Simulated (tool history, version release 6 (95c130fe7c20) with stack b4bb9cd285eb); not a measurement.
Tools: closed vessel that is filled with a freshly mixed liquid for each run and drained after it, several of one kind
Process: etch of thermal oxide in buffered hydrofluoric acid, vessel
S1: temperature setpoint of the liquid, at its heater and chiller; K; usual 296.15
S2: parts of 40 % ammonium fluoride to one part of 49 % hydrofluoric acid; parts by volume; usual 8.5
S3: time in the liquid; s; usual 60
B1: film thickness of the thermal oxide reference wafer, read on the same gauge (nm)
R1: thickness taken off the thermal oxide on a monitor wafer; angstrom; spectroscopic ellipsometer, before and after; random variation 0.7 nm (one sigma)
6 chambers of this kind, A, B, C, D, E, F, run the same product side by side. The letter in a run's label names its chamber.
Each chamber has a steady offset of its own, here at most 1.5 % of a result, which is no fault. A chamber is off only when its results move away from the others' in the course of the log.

{"run": "1F", "hour": 7.9, "S1": 296.15, "S2": 8.5, "S3": 60, "B1": 39.992, "R1": 742.55}
{"run": "2E", "hour": 15.0, "S1": 296.15, "S2": 8.5, "S3": 60, "B1": 39.987, "R1": 758.75}
{"run": "3A", "hour": 18.9, "S1": 296.15, "S2": 8.5, "S3": 60, "B1": 39.98, "R1": 746.03}
{"run": "4B", "hour": 26.9, "S1": 296.15, "S2": 8.5, "S3": 60, "B1": 39.977, "R1": 757.69}
{"run": "5D", "hour": 32.3, "S1": 296.15, "S2": 8.5, "S3": 60, "B1": 40.011, "R1": 768.26}
{"run": "6C", "hour": 39.6, "S1": 296.15, "S2": 8.5, "S3": 35, "B1": 40.002, "R1": 437.06}
{"run": "7E", "hour": 47.2, "S1": 296.15, "S2": 8.5, "S3": 35, "B1": 40.023, "R1": 444.99}
{"run": "8C", "hour": 53.5, "S1": 296.15, "S2": 8.5, "S3": 35, "B1": 40.013, "R1": 448.52}
{"run": "9A", "hour": 60.3, "S1": 296.15, "S2": 8.5, "S3": 35, "B1": 39.991, "R1": 436.03}
{"run": "10F", "hour": 68.6, "S1": 296.15, "S2": 8.5, "S3": 35, "B1": 39.975, "R1": 430.6}
{"hour": 71.8, "done": "chamber C: hydrofluoric acid flow meter replaced"}
{"run": "11D", "hour": 77.2, "S1": 296.15, "S2": 8.5, "S3": 35, "B1": 40.042, "R1": 448.55}
{"run": "12B", "hour": 85.2, "S1": 296.15, "S2": 8.5, "S3": 60, "B1": 39.99, "R1": 766.63}
{"run": "13C", "hour": 91.4, "S1": 296.15, "S2": 8.5, "S3": 60, "B1": 39.979, "R1": 767.33}
{"run": "14A", "hour": 96.3, "S1": 296.15, "S2": 8.5, "S3": 60, "B1": 40.009, "R1": 762.11}
{"run": "15D", "hour": 101.3, "S1": 296.15, "S2": 8.5, "S3": 60, "B1": 39.998, "R1": 771.29}
{"run": "16B", "hour": 107.4, "S1": 296.15, "S2": 8.5, "S3": 60, "B1": 39.979, "R1": 787.31}
{"run": "17E", "hour": 116.1, "S1": 296.15, "S2": 8.5, "S3": 60, "B1": 40.043, "R1": 762.93}
{"run": "18F", "hour": 121.9, "S1": 296.15, "S2": 8.5, "S3": 60, "B1": 40.058, "R1": 751.63}
{"run": "19E", "hour": 128.2, "S1": 296.15, "S2": 8.5, "S3": 60, "B1": 40.002, "R1": 748.47}
{"run": "20C", "hour": 132.4, "S1": 296.15, "S2": 8.5, "S3": 60, "B1": 39.988, "R1": 767.88}
{"run": "21A", "hour": 137.3, "S1": 296.15, "S2": 8.5, "S3": 60, "B1": 40.017, "R1": 746.5}
{"run": "22B", "hour": 143.4, "S1": 296.15, "S2": 8.5, "S3": 60, "B1": 39.98, "R1": 791.66}
{"run": "23F", "hour": 151.8, "S1": 296.15, "S2": 8.5, "S3": 60, "B1": 39.981, "R1": 743.11}
{"run": "24D", "hour": 158.0, "S1": 293.65, "S2": 8.5, "S3": 60, "B1": 39.992, "R1": 671.35}
{"run": "25A", "hour": 162.9, "S1": 293.65, "S2": 8.5, "S3": 60, "B1": 40.027, "R1": 662.09}
{"run": "26D", "hour": 167.5, "S1": 293.65, "S2": 8.5, "S3": 60, "B1": 40.013, "R1": 662.47}
{"run": "27B", "hour": 176.0, "S1": 293.65, "S2": 8.5, "S3": 60, "B1": 39.943, "R1": 694.11}
{"run": "28C", "hour": 180.0, "S1": 293.65, "S2": 8.5, "S3": 60, "B1": 39.942, "R1": 659.84}
{"run": "29E", "hour": 185.2, "S1": 293.65, "S2": 8.5, "S3": 60, "B1": 40.031, "R1": 666.11}
{"run": "30F", "hour": 194.2, "S1": 296.15, "S2": 8.5, "S3": 60, "B1": 40.041, "R1": 759.8}
{"run": "31B", "hour": 202.0, "S1": 296.15, "S2": 8.5, "S3": 85, "B1": 39.965, "R1": 1127.8}
{"run": "32E", "hour": 209.7, "S1": 296.15, "S2": 8.5, "S3": 85, "B1": 40.017, "R1": 1064.5}
{"run": "33D", "hour": 217.1, "S1": 296.15, "S2": 8.5, "S3": 85, "B1": 40.031, "R1": 1082.7}
{"run": "34F", "hour": 225.5, "S1": 296.15, "S2": 8.5, "S3": 85, "B1": 40.012, "R1": 1069.7}
{"run": "35A", "hour": 232.2, "S1": 296.15, "S2": 8.5, "S3": 85, "B1": 39.991, "R1": 1098.1}
{"run": "36C", "hour": 239.0, "S1": 296.15, "S2": 8.5, "S3": 85, "B1": 40.006, "R1": 1071.6}
{"run": "37D", "hour": 246.6, "S1": 296.15, "S2": 8.5, "S3": 60, "B1": 39.937, "R1": 778.12}
{"run": "38B", "hour": 254.6, "S1": 296.15, "S2": 8.5, "S3": 60, "B1": 40.014, "R1": 833.43}
{"run": "39C", "hour": 263.5, "S1": 296.15, "S2": 8.5, "S3": 60, "B1": 39.983, "R1": 776.74}
{"run": "40A", "hour": 271.5, "S1": 300.65, "S2": 8.5, "S3": 40, "B1": 39.956, "R1": 641.89}

Next, every chamber runs the same settings. What will each give?
{"run": "41A", "hour": 278.0, "S1": 296.15, "S2": 8.5, "S3": 60, "R1": "?"}
{"run": "41B", "hour": 278.0, "S1": 296.15, "S2": 8.5, "S3": 60, "R1": "?"}
{"run": "41C", "hour": 278.0, "S1": 296.15, "S2": 8.5, "S3": 60, "R1": "?"}
{"run": "41D", "hour": 278.0, "S1": 296.15, "S2": 8.5, "S3": 60, "R1": "?"}
{"run": "41E", "hour": 278.0, "S1": 296.15, "S2": 8.5, "S3": 60, "R1": "?"}
{"run": "41F", "hour": 278.0, "S1": 296.15, "S2": 8.5, "S3": 60, "R1": "?"}

run=41A R1=758.20
run=41B R1=830.01
run=41C R1=767.02
run=41D R1=760.78
run=41E R1=762.64
run=41F R1=753.74
